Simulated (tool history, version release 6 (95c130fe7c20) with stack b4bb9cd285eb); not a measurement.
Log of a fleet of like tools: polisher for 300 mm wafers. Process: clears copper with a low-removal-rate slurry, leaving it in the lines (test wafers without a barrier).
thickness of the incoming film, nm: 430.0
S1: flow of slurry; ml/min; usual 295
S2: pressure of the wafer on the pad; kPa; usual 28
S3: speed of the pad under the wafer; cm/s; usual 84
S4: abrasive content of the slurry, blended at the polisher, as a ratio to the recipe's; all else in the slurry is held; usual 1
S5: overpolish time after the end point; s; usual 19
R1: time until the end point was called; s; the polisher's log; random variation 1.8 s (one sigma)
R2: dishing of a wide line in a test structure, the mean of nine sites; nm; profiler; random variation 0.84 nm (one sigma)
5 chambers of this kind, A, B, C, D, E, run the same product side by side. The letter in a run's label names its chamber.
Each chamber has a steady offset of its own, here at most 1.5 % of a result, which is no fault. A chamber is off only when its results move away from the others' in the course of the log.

{"run": "1C", "hour": 15.3, "S1": 295, "S2": 28, "S3": 84, "S4": 1, "S5": 19, "R1": 119.72, "R2": 37.426}
{"run": "2B", "hour": 28.3, "S1": 295, "S2": 28, "S3": 84, "S4": 1, "S5": 19, "R1": 119.74, "R2": 35.782}
{"hour": 32.0, "done": "chamber E: worn pad replaced by a new one"}
{"hour": 35.5, "done": "chamber B: slurry blender recalibrated"}
{"run": "3A", "hour": 37.1, "S1": 295, "S2": 28, "S3": 84, "S4": 1, "S5": 19, "R1": 118.22, "R2": 36.483}
{"hour": 39.9, "done": "chamber B: head pressure recalibrated"}
{"hour": 45.4, "done": "chamber E: slurry nozzle cleaned"}
{"hour": 48.1, "done": "chamber B: slurry nozzle cleaned"}
{"run": "4D", "hour": 50.3, "S1": 295, "S2": 28, "S3": 84, "S4": 1, "S5": 19, "R1": 116.37, "R2": 36.565}
{"hour": 54.5, "done": "chamber D: worn pad replaced by a new one"}
{"run": "5E", "hour": 65.7, "S1": 295, "S2": 28, "S3": 84, "S4": 1, "S5": 19, "R1": 118.77, "R2": 37.624}
{"hour": 75.9, "done": "chamber B: worn pad replaced by a new one"}
{"run": "6E", "hour": 80.7, "S1": 295, "S2": 28, "S3": 84, "S4": 1, "S5": 19, "R1": 116.71, "R2": 36.589}
{"run": "7B", "hour": 91.0, "S1": 295, "S2": 28, "S3": 84, "S4": 1, "S5": 19, "R1": 122.1, "R2": 34.204}
{"hour": 93.3, "done": "chamber C: worn pad replaced by a new one"}
{"run": "8A", "hour": 106.6, "S1": 220, "S2": 28, "S3": 84, "S4": 1, "S5": 19, "R1": 128.56, "R2": 35.428}
{"run": "9D", "hour": 118.8, "S1": 220, "S2": 28, "S3": 84, "S4": 1, "S5": 19, "R1": 121.0, "R2": 36.041}
{"hour": 125.2, "done": "chamber E: worn pad replaced by a new one"}
{"hour": 129.4, "done": "chamber D: slurry blender recalibrated"}
{"run": "10C", "hour": 134.8, "S1": 220, "S2": 28, "S3": 84, "S4": 1, "S5": 19, "R1": 122.37, "R2": 37.428}
{"hour": 137.6, "done": "chamber D: worn pad replaced by a new one"}
{"hour": 139.2, "done": "chamber E: slurry blender recalibrated"}
{"run": "11C", "hour": 145.2, "S1": 220, "S2": 28, "S3": 84, "S4": 1, "S5": 19, "R1": 127.29, "R2": 35.496}
{"run": "12D", "hour": 160.3, "S1": 220, "S2": 28, "S3": 84, "S4": 1, "S5": 19, "R1": 121.52, "R2": 35.104}
{"hour": 170.9, "done": "chamber B: worn pad replaced by a new one"}
{"run": "13B", "hour": 175.4, "S1": 295, "S2": 28, "S3": 84, "S4": 1, "S5": 19, "R1": 118.72, "R2": 35.492}
{"run": "14E", "hour": 191.5, "S1": 295, "S2": 28, "S3": 84, "S4": 1, "S5": 19, "R1": 119.65, "R2": 37.588}
{"hour": 199.2, "done": "chamber B: slurry blender recalibrated"}
{"run": "15A", "hour": 199.6, "S1": 295, "S2": 28, "S3": 84, "S4": 1, "S5": 19, "R1": 127.54, "R2": 35.621}
{"hour": 208.0, "done": "chamber A: head pressure recalibrated"}
{"run": "16B", "hour": 211.7, "S1": 295, "S2": 28, "S3": 84, "S4": 1, "S5": 19, "R1": 119.91, "R2": 36.128}
{"hour": 214.1, "done": "chamber C: slurry blender recalibrated"}
{"run": "17E", "hour": 221.0, "S1": 295, "S2": 28, "S3": 84, "S4": 1, "S5": 19, "R1": 115.85, "R2": 37.16}
{"hour": 228.8, "done": "chamber E: worn pad replaced by a new one"}
{"run": "18A", "hour": 229.4, "S1": 295, "S2": 28, "S3": 96, "S4": 1, "S5": 24, "R1": 112.95, "R2": 43.107}
{"hour": 231.5, "done": "chamber D: worn pad replaced by a new one"}
{"run": "19D", "hour": 242.3, "S1": 295, "S2": 28, "S3": 96, "S4": 1, "S5": 24, "R1": 103.96, "R2": 46.825}
{"run": "20C", "hour": 257.9, "S1": 295, "S2": 28, "S3": 96, "S4": 1, "S5": 24, "R1": 105.74, "R2": 44.915}
{"hour": 261.3, "done": "chamber C: worn pad replaced by a new one"}
{"hour": 271.7, "done": "chamber E: head pressure recalibrated"}
{"run": "21A", "hour": 272.6, "S1": 295, "S2": 28, "S3": 96, "S4": 1, "S5": 24, "R1": 115.59, "R2": 42.254}
{"hour": 276.1, "done": "chamber B: worn pad replaced by a new one"}
{"run": "22C", "hour": 288.7, "S1": 295, "S2": 28, "S3": 96, "S4": 1, "S5": 24, "R1": 105.0, "R2": 47.094}
{"hour": 293.2, "done": "chamber E: slurry blender recalibrated"}
{"run": "23B", "hour": 304.4, "S1": 295, "S2": 28, "S3": 84, "S4": 1, "S5": 19, "R1": 121.09, "R2": 35.566}
{"hour": 304.9, "done": "chamber D: slurry blender recalibrated"}
{"hour": 316.1, "done": "chamber D: worn pad replaced by a new one"}
{"run": "24D", "hour": 319.2, "S1": 295, "S2": 28, "S3": 84, "S4": 1, "S5": 19, "R1": 119.11, "R2": 36.071}
{"run": "25E", "hour": 328.0, "S1": 295, "S2": 28, "S3": 84, "S4": 1, "S5": 19, "R1": 117.46, "R2": 37.02}
{"hour": 333.8, "done": "chamber E: worn pad replaced by a new one"}
{"run": "26E", "hour": 341.2, "S1": 295, "S2": 28, "S3": 84, "S4": 1, "S5": 19, "R1": 116.82, "R2": 35.681}
{"run": "27D", "hour": 349.6, "S1": 295, "S2": 28, "S3": 84, "S4": 1, "S5": 19, "R1": 116.23, "R2": 36.449}
{"hour": 357.1, "done": "chamber A: slurry blender recalibrated"}
{"run": "28B", "hour": 364.6, "S1": 295, "S2": 28, "S3": 84, "S4": 1, "S5": 19, "R1": 121.3, "R2": 37.529}
{"run": "29C", "hour": 374.5, "S1": 295, "S2": 28, "S3": 84, "S4": 1, "S5": 19, "R1": 120.59, "R2": 37.535}
{"hour": 375.0, "done": "chamber A: slurry nozzle cleaned"}
{"run": "30A", "hour": 382.3, "S1": 295, "S2": 28, "S3": 84, "S4": 1, "S5": 19, "R1": 133.3, "R2": 33.456}
{"run": "31C", "hour": 395.6, "S1": 295, "S2": 28, "S3": 84, "S4": 1, "S5": 19, "R1": 121.69, "R2": 36.36}

What goes on in this fleet: one chamber off, a drifting gauge, or nothing beyond the chambers' own small offsets? Name the chamber and the cause, if any.

Chamber A drifts away from the others.
Cause: removal rate lost through wear of the pad, % = 11.

Here are 4 candidates for chamber A's next run, each the usual settings with a change, their results left as question marks. Which one brings its results back in line with what the others give on the usual settings?
In line means no further than this from the other chambers' mean on the usual settings: R1 6.40 s; R2 2.900 nm
{"run": "32A-1", "hour": 407.5, "S1": 295, "S2": 26.2, "S3": 78, "S4": 1, "S5": 19, "R1": "?", "R2": "?"}
{"run": "32A-2", "hour": 407.5, "S1": 300, "S2": 31.0, "S3": 94, "S4": 1, "S5": 18, "R1": "?", "R2": "?"}
{"run": "32A-3", "hour": 407.5, "S1": 290, "S2": 24.8, "S3": 74, "S4": 1, "S5": 19, "R1": "?", "R2": "?"}
{"run": "32A-4", "hour": 407.5, "S1": 295, "S2": 29.0, "S3": 90, "S4": 1, "S5": 19, "R1": "?", "R2": "?"}

The other chambers' mean on the usual settings: R1 119.06 s; R2 36.605 nm
run=32A-1 R1=152.26 R2=30.783
run=32A-2 R1=106.55 R2=37.811
run=32A-3 R1=169.66 R2=28.451
run=32A-4 R1=119.38 R2=36.329
32A-4 brings the chamber back in line.

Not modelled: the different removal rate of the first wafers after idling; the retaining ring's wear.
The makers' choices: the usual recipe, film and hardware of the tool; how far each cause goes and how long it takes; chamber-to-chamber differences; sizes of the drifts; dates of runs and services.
